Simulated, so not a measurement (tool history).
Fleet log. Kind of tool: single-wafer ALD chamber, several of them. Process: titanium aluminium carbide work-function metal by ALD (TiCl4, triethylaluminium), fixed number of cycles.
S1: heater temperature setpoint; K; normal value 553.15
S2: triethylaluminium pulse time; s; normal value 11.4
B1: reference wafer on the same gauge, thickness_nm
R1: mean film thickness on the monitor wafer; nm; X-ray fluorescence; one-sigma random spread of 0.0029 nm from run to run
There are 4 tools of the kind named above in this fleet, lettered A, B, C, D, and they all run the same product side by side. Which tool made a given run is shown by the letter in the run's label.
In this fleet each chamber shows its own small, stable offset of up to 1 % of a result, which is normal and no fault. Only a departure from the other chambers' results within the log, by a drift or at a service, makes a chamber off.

| run | day | S1 | S2 | B1 | R1 |
|---|---|---|---|---|---|
| 1B | 0.175 | 553.15 | 11.4 | 1.9109 | 1.8682 |
| 2A | 0.421 | 553.15 | 11.4 | 1.9109 | 1.8606 |
| 3D | 0.679 | 553.15 | 11.4 | 1.9113 | 1.8643 |
| 4C | 0.921 | 553.15 | 11.4 | 1.9122 | 1.8359 |
| 5B | 1.192 | 553.15 | 11.4 | 1.912 | 1.876 |
| 6A | 1.462 | 553.15 | 11.4 | 1.9138 | 1.864 |
| 7D | 1.625 | 553.15 | 11.4 | 1.9138 | 1.8653 |
| 8C | 1.833 | 553.15 | 11.4 | 1.9143 | 1.8371 |
| 9A | 2 | 553.15 | 11.4 | 1.9146 | 1.8614 |
| 10C | 2.217 | 567.15 | 11.4 | 1.9148 | 1.9606 |
| 11D | 2.383 | 567.15 | 11.4 | 1.9156 | 1.9862 |
| 12B | 2.55 | 567.15 | 11.4 | 1.9163 | 1.995 |
| 13D | 2.821 | 567.15 | 11.4 | 1.917 | 1.9872 |
| 14A | 2.95 | 553.15 | 11.4 | 1.9159 | 1.8682 |
| 15B | 3.108 | 553.15 | 11.4 | 1.9172 | 1.8765 |
| 16C | 3.325 | 553.15 | 11.4 | 1.9173 | 1.8428 |
| 17C | 3.508 | 553.15 | 11.4 | 1.9175 | 1.8431 |
| 18B | 3.646 | 553.15 | 11.4 | 1.918 | 1.872 |
| 19A | 3.875 | 553.15 | 11.4 | 1.9188 | 1.8678 |
| 20D | 4.054 | 545.15 | 14.48 | 1.9193 | 1.8262 |
| 21A | 4.275 | 545.15 | 14.48 | 1.9208 | 1.8192 |
| 22D | 4.488 | 545.15 | 14.48 | 1.9204 | 1.8282 |
| 23C | 4.621 | 545.15 | 14.48 | 1.9215 | 1.8039 |
| 24B | 4.75 | 553.15 | 11.4 | 1.9212 | 1.8799 |
| 25A | 4.975 | 553.15 | 11.4 | 1.9215 | 1.8715 |
| 26B | 5.146 | 553.15 | 11.4 | 1.9218 | 1.8737 |

Read the log: is a single chamber off, either drifting away or since a service, is the gauge that measures every chamber drifting, or is nothing wrong beyond small per-chamber offsets? Name any odd chamber and what most likely caused it.

It is the gauge, not a chamber: its drift shows up in every chamber's results at once, and no chamber is off.
Likeliest cause: gauge reads high (%) = 0.643.

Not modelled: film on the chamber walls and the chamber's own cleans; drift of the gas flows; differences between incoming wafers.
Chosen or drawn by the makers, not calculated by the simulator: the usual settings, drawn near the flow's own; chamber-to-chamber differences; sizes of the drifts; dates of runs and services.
